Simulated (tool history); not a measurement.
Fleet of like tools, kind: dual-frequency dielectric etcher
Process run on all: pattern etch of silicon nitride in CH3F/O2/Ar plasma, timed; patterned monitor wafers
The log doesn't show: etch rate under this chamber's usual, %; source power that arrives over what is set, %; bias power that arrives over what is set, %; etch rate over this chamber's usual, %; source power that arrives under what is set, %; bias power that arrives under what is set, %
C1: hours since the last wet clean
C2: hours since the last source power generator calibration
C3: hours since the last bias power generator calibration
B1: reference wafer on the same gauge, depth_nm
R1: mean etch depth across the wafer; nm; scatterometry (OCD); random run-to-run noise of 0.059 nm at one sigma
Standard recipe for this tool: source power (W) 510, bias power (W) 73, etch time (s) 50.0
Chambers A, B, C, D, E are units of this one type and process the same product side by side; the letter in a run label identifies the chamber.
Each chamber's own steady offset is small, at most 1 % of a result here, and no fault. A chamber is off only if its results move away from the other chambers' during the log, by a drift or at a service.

{"run": "1A", "hour": 10.5, "source power (W)": 510, "bias power (W)": 73, "etch time (s)": 50.0, "C1": 169.7, "C2": 4006.8, "C3": 1677.0, "B1": 36.612, "R1": 38.413}
{"hour": 15.4, "done": "chamber D: wet clean of the chamber"}
{"run": "2D", "hour": 19.8, "source power (W)": 510, "bias power (W)": 73, "etch time (s)": 50.0, "C1": 4.4, "C2": 2274.0, "C3": 422.3, "B1": 36.611, "R1": 38.757}
{"run": "3E", "hour": 31.2, "source power (W)": 510, "bias power (W)": 73, "etch time (s)": 50.0, "C1": 145.3, "C2": 5063.2, "C3": 1007.6, "B1": 36.613, "R1": 38.6}
{"run": "4B", "hour": 38.9, "source power (W)": 510, "bias power (W)": 73, "etch time (s)": 50.0, "C1": 408.6, "C2": 1489.4, "C3": 91.4, "B1": 36.625, "R1": 38.562}
{"run": "5C", "hour": 47.4, "source power (W)": 510, "bias power (W)": 73, "etch time (s)": 50.0, "C1": 75.5, "C2": 1981.8, "C3": 226.5, "B1": 36.627, "R1": 38.144}
{"run": "6E", "hour": 58.8, "source power (W)": 510, "bias power (W)": 73, "etch time (s)": 50.0, "C1": 172.9, "C2": 5090.8, "C3": 1035.2, "B1": 36.617, "R1": 38.587}
{"run": "7C", "hour": 71.5, "source power (W)": 510, "bias power (W)": 73, "etch time (s)": 50.0, "C1": 99.6, "C2": 2005.9, "C3": 250.6, "B1": 36.63, "R1": 38.252}
{"run": "8D", "hour": 86.3, "source power (W)": 510, "bias power (W)": 73, "etch time (s)": 50.0, "C1": 70.9, "C2": 2340.5, "C3": 488.8, "B1": 36.654, "R1": 38.819}
{"run": "9B", "hour": 97.8, "source power (W)": 630, "bias power (W)": 73, "etch time (s)": 37.0, "C1": 467.5, "C2": 1548.3, "C3": 150.3, "B1": 36.637, "R1": 30.973}
{"run": "10A", "hour": 105.9, "source power (W)": 630, "bias power (W)": 73, "etch time (s)": 37.0, "C1": 265.1, "C2": 4102.2, "C3": 1772.4, "B1": 36.659, "R1": 30.846}
{"run": "11C", "hour": 114.1, "source power (W)": 630, "bias power (W)": 73, "etch time (s)": 37.0, "C1": 142.2, "C2": 2048.5, "C3": 293.2, "B1": 36.66, "R1": 30.817}
{"run": "12B", "hour": 123.0, "source power (W)": 630, "bias power (W)": 73, "etch time (s)": 37.0, "C1": 492.7, "C2": 1573.5, "C3": 175.5, "B1": 36.661, "R1": 31.059}
{"run": "13E", "hour": 135.1, "source power (W)": 630, "bias power (W)": 73, "etch time (s)": 37.0, "C1": 249.2, "C2": 5167.1, "C3": 1111.5, "B1": 36.689, "R1": 30.914}
{"run": "14A", "hour": 141.7, "source power (W)": 510, "bias power (W)": 73, "etch time (s)": 50.0, "C1": 300.9, "C2": 4138.0, "C3": 1808.2, "B1": 36.672, "R1": 38.445}
{"run": "15D", "hour": 154.9, "source power (W)": 510, "bias power (W)": 73, "etch time (s)": 50.0, "C1": 139.5, "C2": 2409.1, "C3": 557.4, "B1": 36.687, "R1": 38.857}
{"run": "16E", "hour": 165.1, "source power (W)": 510, "bias power (W)": 73, "etch time (s)": 50.0, "C1": 279.2, "C2": 5197.1, "C3": 1141.5, "B1": 36.703, "R1": 38.641}
{"run": "17A", "hour": 176.5, "source power (W)": 510, "bias power (W)": 73, "etch time (s)": 50.0, "C1": 335.7, "C2": 4172.8, "C3": 1843.0, "B1": 36.695, "R1": 38.461}
{"hour": 182.2, "done": "chamber B: wet clean of the chamber"}
{"run": "18B", "hour": 188.8, "source power (W)": 510, "bias power (W)": 73, "etch time (s)": 50.0, "C1": 6.7, "C2": 1639.3, "C3": 241.3, "B1": 36.706, "R1": 38.703}
{"run": "19C", "hour": 197.8, "source power (W)": 510, "bias power (W)": 73, "etch time (s)": 50.0, "C1": 225.9, "C2": 2132.2, "C3": 376.9, "B1": 36.701, "R1": 38.242}
{"run": "20D", "hour": 207.5, "source power (W)": 510, "bias power (W)": 73, "etch time (s)": 50.0, "C1": 192.1, "C2": 2461.7, "C3": 610.0, "B1": 36.712, "R1": 38.864}
{"run": "21B", "hour": 222.8, "source power (W)": 510, "bias power (W)": 73, "etch time (s)": 50.0, "C1": 40.7, "C2": 1673.3, "C3": 275.3, "B1": 36.711, "R1": 38.701}
{"hour": 223.9, "done": "chamber E: wet clean of the chamber"}
{"run": "22E", "hour": 233.3, "source power (W)": 410, "bias power (W)": 73, "etch time (s)": 62.5, "C1": 9.4, "C2": 5265.3, "C3": 1209.7, "B1": 36.742, "R1": 44.502}
{"run": "23C", "hour": 244.4, "source power (W)": 410, "bias power (W)": 73, "etch time (s)": 62.5, "C1": 272.5, "C2": 2178.8, "C3": 423.5, "B1": 36.72, "R1": 44.044}
{"run": "24A", "hour": 252.2, "source power (W)": 410, "bias power (W)": 73, "etch time (s)": 62.5, "C1": 411.4, "C2": 4248.5, "C3": 1918.7, "B1": 36.73, "R1": 44.286}
{"run": "25D", "hour": 267.2, "source power (W)": 410, "bias power (W)": 73, "etch time (s)": 62.5, "C1": 251.8, "C2": 2521.4, "C3": 669.7, "B1": 36.744, "R1": 44.718}
{"hour": 277.3, "done": "chamber A: bias power generator calibrated"}
{"run": "26D", "hour": 278.7, "source power (W)": 410, "bias power (W)": 73, "etch time (s)": 62.5, "C1": 263.3, "C2": 2532.9, "C3": 681.2, "B1": 36.76, "R1": 44.809}
{"hour": 281.9, "done": "chamber A: wet clean of the chamber"}
{"hour": 285.2, "done": "chamber E: source power generator calibrated"}
{"run": "27C", "hour": 291.9, "source power (W)": 510, "bias power (W)": 73, "etch time (s)": 50.0, "C1": 320.0, "C2": 2226.3, "C3": 471.0, "B1": 36.75, "R1": 38.384}
{"run": "28B", "hour": 302.8, "source power (W)": 510, "bias power (W)": 73, "etch time (s)": 50.0, "C1": 120.7, "C2": 1753.3, "C3": 355.3, "B1": 36.78, "R1": 38.868}
{"run": "29E", "hour": 315.4, "source power (W)": 510, "bias power (W)": 73, "etch time (s)": 50.0, "C1": 91.5, "C2": 30.2, "C3": 1291.8, "B1": 36.767, "R1": 38.707}
{"run": "30A", "hour": 323.8, "source power (W)": 510, "bias power (W)": 73, "etch time (s)": 50.0, "C1": 41.9, "C2": 4320.1, "C3": 46.6, "B1": 36.78, "R1": 38.614}
{"run": "31C", "hour": 335.4, "source power (W)": 510, "bias power (W)": 73, "etch time (s)": 50.0, "C1": 363.5, "C2": 2269.8, "C3": 514.5, "B1": 36.778, "R1": 38.333}
{"run": "32B", "hour": 344.2, "source power (W)": 510, "bias power (W)": 73, "etch time (s)": 50.0, "C1": 162.1, "C2": 1794.7, "C3": 396.7, "B1": 36.78, "R1": 38.954}
{"run": "33D", "hour": 356.2, "source power (W)": 510, "bias power (W)": 73, "etch time (s)": 50.0, "C1": 340.8, "C2": 2610.4, "C3": 758.7, "B1": 36.789, "R1": 38.821}
{"run": "34A", "hour": 370.4, "source power (W)": 510, "bias power (W)": 73, "etch time (s)": 50.0, "C1": 88.5, "C2": 4366.7, "C3": 93.2, "B1": 36.785, "R1": 38.604}
{"run": "35E", "hour": 384.0, "source power (W)": 510, "bias power (W)": 73, "etch time (s)": 50.0, "C1": 160.1, "C2": 98.8, "C3": 1360.4, "B1": 36.805, "R1": 38.659}
{"run": "36E", "hour": 391.5, "source power (W)": 510, "bias power (W)": 73, "etch time (s)": 50.0, "C1": 167.6, "C2": 106.3, "C3": 1367.9, "B1": 36.813, "R1": 38.775}
{"run": "37C", "hour": 398.5, "source power (W)": 430, "bias power (W)": 73, "etch time (s)": 55.0, "C1": 426.6, "C2": 2332.9, "C3": 577.6, "B1": 36.813, "R1": 39.574}
{"run": "38D", "hour": 409.9, "source power (W)": 430, "bias power (W)": 73, "etch time (s)": 55.0, "C1": 394.5, "C2": 2664.1, "C3": 812.4, "B1": 36.821, "R1": 40.022}
{"run": "39B", "hour": 424.2, "source power (W)": 430, "bias power (W)": 73, "etch time (s)": 55.0, "C1": 242.1, "C2": 1874.7, "C3": 476.7, "B1": 36.819, "R1": 40.094}

One chamber off, gauge drift, or nothing amiss beyond the chambers' own small offsets? If it is a chamber, which one, and what is the likeliest cause?

No chamber is off; the gauge reading every chamber's wafers drifts, which makes the whole fleet appear to move together.
Most likely cause: gauge reads high (%) = 0.624.

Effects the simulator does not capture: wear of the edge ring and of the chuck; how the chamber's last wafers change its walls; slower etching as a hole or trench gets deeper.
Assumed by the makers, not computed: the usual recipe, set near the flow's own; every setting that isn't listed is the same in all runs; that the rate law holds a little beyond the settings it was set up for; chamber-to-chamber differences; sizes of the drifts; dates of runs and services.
